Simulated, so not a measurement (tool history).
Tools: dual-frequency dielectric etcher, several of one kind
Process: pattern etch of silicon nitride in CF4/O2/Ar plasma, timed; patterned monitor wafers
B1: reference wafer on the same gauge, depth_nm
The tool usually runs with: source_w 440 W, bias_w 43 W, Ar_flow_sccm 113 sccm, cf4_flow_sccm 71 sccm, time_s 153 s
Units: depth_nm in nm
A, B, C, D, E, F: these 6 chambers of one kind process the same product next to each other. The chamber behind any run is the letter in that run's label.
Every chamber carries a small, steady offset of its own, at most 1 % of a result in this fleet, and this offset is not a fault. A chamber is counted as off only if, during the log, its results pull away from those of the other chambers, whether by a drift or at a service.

{"run": "1E", "day": 0.117, "source_w": 440, "bias_w": 43, "Ar_flow_sccm": 113, "cf4_flow_sccm": 71, "time_s": 153, "B1": 257.9, "depth_nm": 230.1}
{"run": "2C", "day": 0.229, "source_w": 440, "bias_w": 43, "Ar_flow_sccm": 113, "cf4_flow_sccm": 71, "time_s": 153, "B1": 257.93, "depth_nm": 232.15}
{"run": "3D", "day": 0.342, "source_w": 440, "bias_w": 43, "Ar_flow_sccm": 113, "cf4_flow_sccm": 71, "time_s": 153, "B1": 257.94, "depth_nm": 230.24}
{"run": "4A", "day": 0.521, "source_w": 440, "bias_w": 43, "Ar_flow_sccm": 113, "cf4_flow_sccm": 71, "time_s": 153, "B1": 258.07, "depth_nm": 230.52}
{"run": "5F", "day": 0.712, "source_w": 440, "bias_w": 43, "Ar_flow_sccm": 113, "cf4_flow_sccm": 71, "time_s": 153, "B1": 258.03, "depth_nm": 229.59}
{"run": "6B", "day": 0.838, "source_w": 440, "bias_w": 43, "Ar_flow_sccm": 113, "cf4_flow_sccm": 71, "time_s": 153, "B1": 258.02, "depth_nm": 233.24}
{"run": "7D", "day": 1.0, "source_w": 440, "bias_w": 43, "Ar_flow_sccm": 113, "cf4_flow_sccm": 71, "time_s": 153, "B1": 257.88, "depth_nm": 230.31}
{"run": "8B", "day": 1.25, "source_w": 440, "bias_w": 43, "Ar_flow_sccm": 113, "cf4_flow_sccm": 71, "time_s": 153, "B1": 258, "depth_nm": 233.01}
{"run": "9A", "day": 1.404, "source_w": 370, "bias_w": 43, "Ar_flow_sccm": 86, "cf4_flow_sccm": 71, "time_s": 153, "B1": 258.01, "depth_nm": 207.2}
{"run": "10E", "day": 1.567, "source_w": 370, "bias_w": 43, "Ar_flow_sccm": 86, "cf4_flow_sccm": 71, "time_s": 153, "B1": 257.93, "depth_nm": 206.06}
{"run": "11F", "day": 1.704, "source_w": 370, "bias_w": 43, "Ar_flow_sccm": 86, "cf4_flow_sccm": 71, "time_s": 153, "B1": 258.01, "depth_nm": 205.12}
{"run": "12C", "day": 1.888, "source_w": 370, "bias_w": 43, "Ar_flow_sccm": 86, "cf4_flow_sccm": 71, "time_s": 153, "B1": 257.94, "depth_nm": 207.46}
{"run": "13D", "day": 2.088, "source_w": 370, "bias_w": 43, "Ar_flow_sccm": 86, "cf4_flow_sccm": 71, "time_s": 153, "B1": 258, "depth_nm": 206.25}
{"run": "14B", "day": 2.329, "source_w": 370, "bias_w": 43, "Ar_flow_sccm": 86, "cf4_flow_sccm": 71, "time_s": 153, "B1": 257.94, "depth_nm": 207.27}
{"run": "15E", "day": 2.475, "source_w": 440, "bias_w": 43, "Ar_flow_sccm": 113, "cf4_flow_sccm": 71, "time_s": 153, "B1": 258.06, "depth_nm": 232.15}
{"run": "16F", "day": 2.65, "source_w": 440, "bias_w": 43, "Ar_flow_sccm": 131, "cf4_flow_sccm": 71, "time_s": 153, "B1": 258.06, "depth_nm": 223.73}
{"run": "17C", "day": 2.804, "source_w": 440, "bias_w": 43, "Ar_flow_sccm": 131, "cf4_flow_sccm": 71, "time_s": 153, "B1": 257.96, "depth_nm": 226.86}
{"run": "18A", "day": 3.029, "source_w": 440, "bias_w": 43, "Ar_flow_sccm": 131, "cf4_flow_sccm": 71, "time_s": 153, "B1": 258.02, "depth_nm": 226.01}
{"run": "19F", "day": 3.25, "source_w": 440, "bias_w": 43, "Ar_flow_sccm": 131, "cf4_flow_sccm": 71, "time_s": 153, "B1": 257.78, "depth_nm": 224.42}
{"run": "20D", "day": 3.438, "source_w": 440, "bias_w": 43, "Ar_flow_sccm": 131, "cf4_flow_sccm": 71, "time_s": 153, "B1": 258.08, "depth_nm": 225.59}
{"run": "21A", "day": 3.683, "source_w": 440, "bias_w": 43, "Ar_flow_sccm": 131, "cf4_flow_sccm": 71, "time_s": 153, "B1": 258.07, "depth_nm": 225.03}
{"day": 3.833, "done": "chamber C: source power generator calibrated"}
{"run": "22E", "day": 3.875, "source_w": 440, "bias_w": 43, "Ar_flow_sccm": 113, "cf4_flow_sccm": 71, "time_s": 153, "B1": 258.11, "depth_nm": 230.17}
{"day": 3.975, "done": "chamber B: source power generator calibrated"}
{"run": "23B", "day": 4.033, "source_w": 440, "bias_w": 43, "Ar_flow_sccm": 113, "cf4_flow_sccm": 71, "time_s": 153, "B1": 257.89, "depth_nm": 231.89}
{"day": 4.142, "done": "chamber F: wet clean of the chamber"}
{"run": "24C", "day": 4.275, "source_w": 440, "bias_w": 43, "Ar_flow_sccm": 113, "cf4_flow_sccm": 71, "time_s": 153, "B1": 258.01, "depth_nm": 231.36}
{"run": "25F", "day": 4.512, "source_w": 440, "bias_w": 43, "Ar_flow_sccm": 113, "cf4_flow_sccm": 71, "time_s": 153, "B1": 258.01, "depth_nm": 228.96}
{"run": "26D", "day": 4.75, "source_w": 440, "bias_w": 43, "Ar_flow_sccm": 113, "cf4_flow_sccm": 71, "time_s": 153, "B1": 257.94, "depth_nm": 232.73}
{"run": "27A", "day": 4.875, "source_w": 440, "bias_w": 43, "Ar_flow_sccm": 113, "cf4_flow_sccm": 56, "time_s": 188, "B1": 257.91, "depth_nm": 272.28}
{"day": 5.025, "done": "chamber A: wet clean of the chamber"}
{"run": "28C", "day": 5.062, "source_w": 440, "bias_w": 43, "Ar_flow_sccm": 113, "cf4_flow_sccm": 56, "time_s": 188, "B1": 258.04, "depth_nm": 275.1}
{"run": "29E", "day": 5.242, "source_w": 440, "bias_w": 43, "Ar_flow_sccm": 113, "cf4_flow_sccm": 56, "time_s": 188, "B1": 257.95, "depth_nm": 273.74}
{"run": "30B", "day": 5.425, "source_w": 440, "bias_w": 43, "Ar_flow_sccm": 113, "cf4_flow_sccm": 56, "time_s": 188, "B1": 257.96, "depth_nm": 275.65}
{"run": "31D", "day": 5.617, "source_w": 440, "bias_w": 43, "Ar_flow_sccm": 113, "cf4_flow_sccm": 56, "time_s": 188, "B1": 258.02, "depth_nm": 277.85}
{"run": "32E", "day": 5.75, "source_w": 440, "bias_w": 43, "Ar_flow_sccm": 113, "cf4_flow_sccm": 56, "time_s": 188, "B1": 258.08, "depth_nm": 272.55}
{"run": "33F", "day": 5.938, "source_w": 440, "bias_w": 43, "Ar_flow_sccm": 113, "cf4_flow_sccm": 71, "time_s": 153, "B1": 258.03, "depth_nm": 229.82}
{"run": "34C", "day": 6.071, "source_w": 440, "bias_w": 43, "Ar_flow_sccm": 113, "cf4_flow_sccm": 71, "time_s": 153, "B1": 258.06, "depth_nm": 231.71}
{"run": "35B", "day": 6.275, "source_w": 440, "bias_w": 43, "Ar_flow_sccm": 113, "cf4_flow_sccm": 71, "time_s": 153, "B1": 258.12, "depth_nm": 233.07}
{"run": "36A", "day": 6.438, "source_w": 440, "bias_w": 43, "Ar_flow_sccm": 113, "cf4_flow_sccm": 71, "time_s": 153, "B1": 258.1, "depth_nm": 230.51}
{"run": "37E", "day": 6.683, "source_w": 440, "bias_w": 43, "Ar_flow_sccm": 113, "cf4_flow_sccm": 71, "time_s": 153, "B1": 258.05, "depth_nm": 230.77}
{"run": "38B", "day": 6.829, "source_w": 440, "bias_w": 43, "Ar_flow_sccm": 123, "cf4_flow_sccm": 86, "time_s": 153, "B1": 258.12, "depth_nm": 237.3}
{"run": "39D", "day": 6.979, "source_w": 440, "bias_w": 43, "Ar_flow_sccm": 123, "cf4_flow_sccm": 86, "time_s": 153, "B1": 258.19, "depth_nm": 238.21}
{"run": "40A", "day": 7.179, "source_w": 440, "bias_w": 43, "Ar_flow_sccm": 123, "cf4_flow_sccm": 86, "time_s": 153, "B1": 258.09, "depth_nm": 234.3}

Read the log: is a single chamber off, either drifting away or since a service, is the gauge that measures every chamber drifting, or is nothing wrong beyond small per-chamber offsets? Name any odd chamber and what most likely caused it.

Chamber D drifts away from the others.
Most likely cause: etch rate over this chamber's usual, % = 2.05.
It could be hard to tell apart here from: source power that arrives over what is set, %; bias power that arrives over what is set, %.

Below are 4 candidate recipes for chamber D's next run, each the usual settings with a change, their results shown as question marks. Which of them brings D's results back in line with what the other chambers give on the usual settings?
In line means no further than this from the other chambers' mean on the usual settings: depth_nm 2 nm
{"run": "41D-1", "day": 7.358, "source_w": 440, "bias_w": 43, "Ar_flow_sccm": 113, "cf4_flow_sccm": 71, "time_s": 148.5, "depth_nm": "?"}
{"run": "41D-2", "day": 7.358, "source_w": 430, "bias_w": 43, "Ar_flow_sccm": 113, "cf4_flow_sccm": 71, "time_s": 153, "depth_nm": "?"}
{"run": "41D-3", "day": 7.358, "source_w": 440, "bias_w": 43, "Ar_flow_sccm": 88, "cf4_flow_sccm": 71, "time_s": 153, "depth_nm": "?"}
{"run": "41D-4", "day": 7.358, "source_w": 450, "bias_w": 43, "Ar_flow_sccm": 113, "cf4_flow_sccm": 71, "time_s": 153, "depth_nm": "?"}

Other chambers, usual settings, mean: depth_nm 230.81 nm
run=41D-1 depth_nm=227.88
run=41D-2 depth_nm=230.19
run=41D-3 depth_nm=243.27
run=41D-4 depth_nm=239.37
The answer is 41D-2, which returns the chamber to within the allowed miss of the others.

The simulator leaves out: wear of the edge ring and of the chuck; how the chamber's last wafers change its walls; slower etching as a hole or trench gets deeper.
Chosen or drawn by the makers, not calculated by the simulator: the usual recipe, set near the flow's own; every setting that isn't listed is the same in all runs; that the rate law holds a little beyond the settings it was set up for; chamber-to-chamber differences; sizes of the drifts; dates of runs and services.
